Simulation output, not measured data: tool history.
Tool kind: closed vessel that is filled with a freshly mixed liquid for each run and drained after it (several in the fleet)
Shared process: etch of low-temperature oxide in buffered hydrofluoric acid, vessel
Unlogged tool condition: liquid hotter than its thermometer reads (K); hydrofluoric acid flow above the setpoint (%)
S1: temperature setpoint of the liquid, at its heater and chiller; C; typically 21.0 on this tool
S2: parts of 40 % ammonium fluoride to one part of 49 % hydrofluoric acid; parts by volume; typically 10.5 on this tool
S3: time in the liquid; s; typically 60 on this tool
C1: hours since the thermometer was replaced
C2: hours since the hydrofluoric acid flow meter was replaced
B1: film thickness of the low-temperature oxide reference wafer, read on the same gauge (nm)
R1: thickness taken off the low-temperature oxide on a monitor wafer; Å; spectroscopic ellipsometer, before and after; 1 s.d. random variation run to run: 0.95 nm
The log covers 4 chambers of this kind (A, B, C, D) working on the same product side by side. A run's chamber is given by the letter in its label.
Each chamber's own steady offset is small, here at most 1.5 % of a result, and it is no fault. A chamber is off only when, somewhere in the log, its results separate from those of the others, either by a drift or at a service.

run,hour,S1,S2,S3,C1,C2,B1,R1
1C,6.8,21.0,10.5,60,1097.1,471.2,119.97,991.82
2A,20.5,21.0,10.5,60,851.6,912.0,120.04,983.51
3D,33.4,21.0,10.5,60,261.4,1571.0,119.96,970.17
4B,41.6,21.0,10.5,60,534.9,86.0,120.03,966.79
5D,53.3,21.0,10.5,60,281.3,1590.9,119.96,971.44
# hour 57.9: chamber C: hydrofluoric acid flow meter replaced
6A,60.5,18.5,10.5,60,891.6,952.0,120.03,851.21
7C,67.3,18.5,10.5,60,1157.6,9.5,120.02,860.50
8B,80.0,18.5,10.5,60,573.3,124.4,119.96,883.09
9A,94.1,18.5,10.5,60,925.2,985.6,119.99,841.25
10C,104.3,21.0,10.5,60,1194.6,46.5,120.04,986.35
11B,111.2,21.0,10.5,60,604.5,155.6,119.99,992.46
# hour 115.2: chamber A: thermometer replaced
12D,120.0,21.0,10.5,60,348.0,1657.6,119.96,978.23
13B,133.2,21.0,10.5,60,626.5,177.6,120.01,1024.90
14A,143.4,21.0,10.5,30,28.3,1034.9,120.04,490.25
15C,149.9,21.0,10.5,30,1240.2,92.1,119.99,488.37
16D,163.3,21.0,10.5,30,391.3,1700.9,120.02,485.36
17C,174.6,21.0,10.5,30,1264.9,116.8,120.06,492.19
18B,184.7,21.0,10.5,60,678.0,229.1,119.99,1046.90
19A,198.0,21.0,10.5,60,82.9,1089.5,119.95,967.81
20D,207.8,21.0,13.5,60,435.8,1745.4,120.02,775.00
21B,219.0,21.0,13.5,60,712.3,263.4,120.03,855.97
22C,226.6,21.0,13.5,60,1316.9,168.8,120.02,766.10
23A,236.1,21.0,13.5,60,121.0,1127.6,119.97,770.64
24D,247.0,21.0,10.5,60,475.0,1784.6,120.01,983.10
25D,260.6,21.0,10.5,60,488.6,1798.2,120.01,970.16
26C,275.5,21.0,10.5,60,1365.8,217.7,120.02,996.03
27B,286.3,21.0,10.5,60,779.6,330.7,120.02,1091.30
28A,296.1,21.0,10.5,60,181.0,1187.6,120.01,975.06
29A,303.5,21.0,10.5,60,188.4,1195.0,120.02,988.09

One chamber off, gauge drift, or nothing amiss beyond the chambers' own small offsets? If it is a chamber, which one, and what is the likeliest cause?

Little by little, chamber B moves away from the other chambers.
What lies behind it: liquid hotter than its thermometer reads (K) = 2.58.

Which of the 4 candidates below, each the usual settings with something changed and its results left as question marks, puts chamber B back in line with what the other chambers give on the usual settings?
Maximum distance from the other chambers' mean on the usual settings for a result to count as in line: R1 33.00 Å
30B-1,314.2,18.5,10.5,60,,,,?
30B-2,314.2,21.0,11.5,50,,,,?
30B-3,314.2,22.0,9.5,60,,,,?
30B-4,314.2,23.0,8.5,60,,,,?

Other chambers, usual settings, mean: R1 980.61 Å
run,R1
30B-1,970.57
30B-2,850.13
30B-3,1271.50
30B-4,1473.30
30B-1 brings the chamber back in line.
